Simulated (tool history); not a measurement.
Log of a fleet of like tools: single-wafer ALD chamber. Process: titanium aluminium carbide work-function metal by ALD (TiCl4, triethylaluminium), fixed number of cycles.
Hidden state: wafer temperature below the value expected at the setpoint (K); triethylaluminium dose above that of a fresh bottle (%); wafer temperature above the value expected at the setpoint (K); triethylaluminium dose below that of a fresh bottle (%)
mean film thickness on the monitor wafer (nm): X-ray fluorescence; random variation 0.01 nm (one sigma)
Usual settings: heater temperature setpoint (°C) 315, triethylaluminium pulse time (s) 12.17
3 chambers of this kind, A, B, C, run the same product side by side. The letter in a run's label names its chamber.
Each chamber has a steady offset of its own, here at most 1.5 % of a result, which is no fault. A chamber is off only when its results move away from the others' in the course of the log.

run	hour	heater temperature setpoint (°C)	triethylaluminium pulse time (s)	hours since the last thermocouple change	hours since the last triethylaluminium bottle change	read-back reference wafer on the same gauge, thickness_nm	mean film thickness on the monitor wafer (nm)
1A	3.2	315	12.17	1056.4	715.1	2.3609	2.1933
2B	6.6	315	12.17	1004.3	488.5	2.3579	2.1648
3C	8.8	315	12.17	1178.1	978.4	2.3587	2.1435
4A	13.2	315	12.17	1066.4	725.1	2.3562	2.1695
5C	17.5	304	16.81	1186.8	987.1	2.3582	2.0727
6B	19.7	304	16.81	1017.4	501.6	2.3573	2.0996
7A	21.8	304	16.81	1075	733.7	2.3609	2.1163
8C	26.2	306	16.66	1195.5	995.8	2.3622	2.0818
9B	29.6	306	16.66	1027.3	511.5	2.3628	2.1085
10A	32.8	306	16.66	1086	744.7	2.3592	2.1085
11C	35.3	315	12.17	1204.6	1004.9	2.36	2.1448
12B	37.9	315	12.17	1035.6	519.8	2.3618	2.1721
13B	42.8	315	12.17	1040.5	524.7	2.3555	2.1815
14C	47.5	315	12.17	1216.8	1017.1	2.3591	2.1404
15A	49.8	315	12.17	1103	761.7	2.3596	2.186
16A	52.9	315	12.17	1106.1	764.8	2.3594	2.1759
17B	56.4	320	8.33	1054.1	538.3	2.3604	2.1084
18C	59.3	320	8.33	1228.6	1028.9	2.3621	2.0996
19A	63.4	320	8.33	1116.6	775.3	2.3635	2.1039
20C	66.3	315	12.17	1235.6	1035.9	2.3605	2.1585
21B	69.2	315	12.17	1066.9	551.1	2.3581	2.1603
22B	72.5	315	12.17	1070.2	554.4	2.3641	2.1747
23A	75	315	12.17	1128.2	786.9	2.3608	2.1722
24C	79.7	309	14.77	1249	1049.3	2.3608	2.1098
25B	82.7	309	14.77	1080.4	564.6	2.3576	2.136

All 3 chambers run these settings next. Forecast each chamber's results:
26A	86.2	329	12.17				?
26B	86.2	329	12.17				?
26C	86.2	329	12.17				?

run	mean film thickness on the monitor wafer (nm)
26A	2.3046
26B	2.2957
26C	2.2603

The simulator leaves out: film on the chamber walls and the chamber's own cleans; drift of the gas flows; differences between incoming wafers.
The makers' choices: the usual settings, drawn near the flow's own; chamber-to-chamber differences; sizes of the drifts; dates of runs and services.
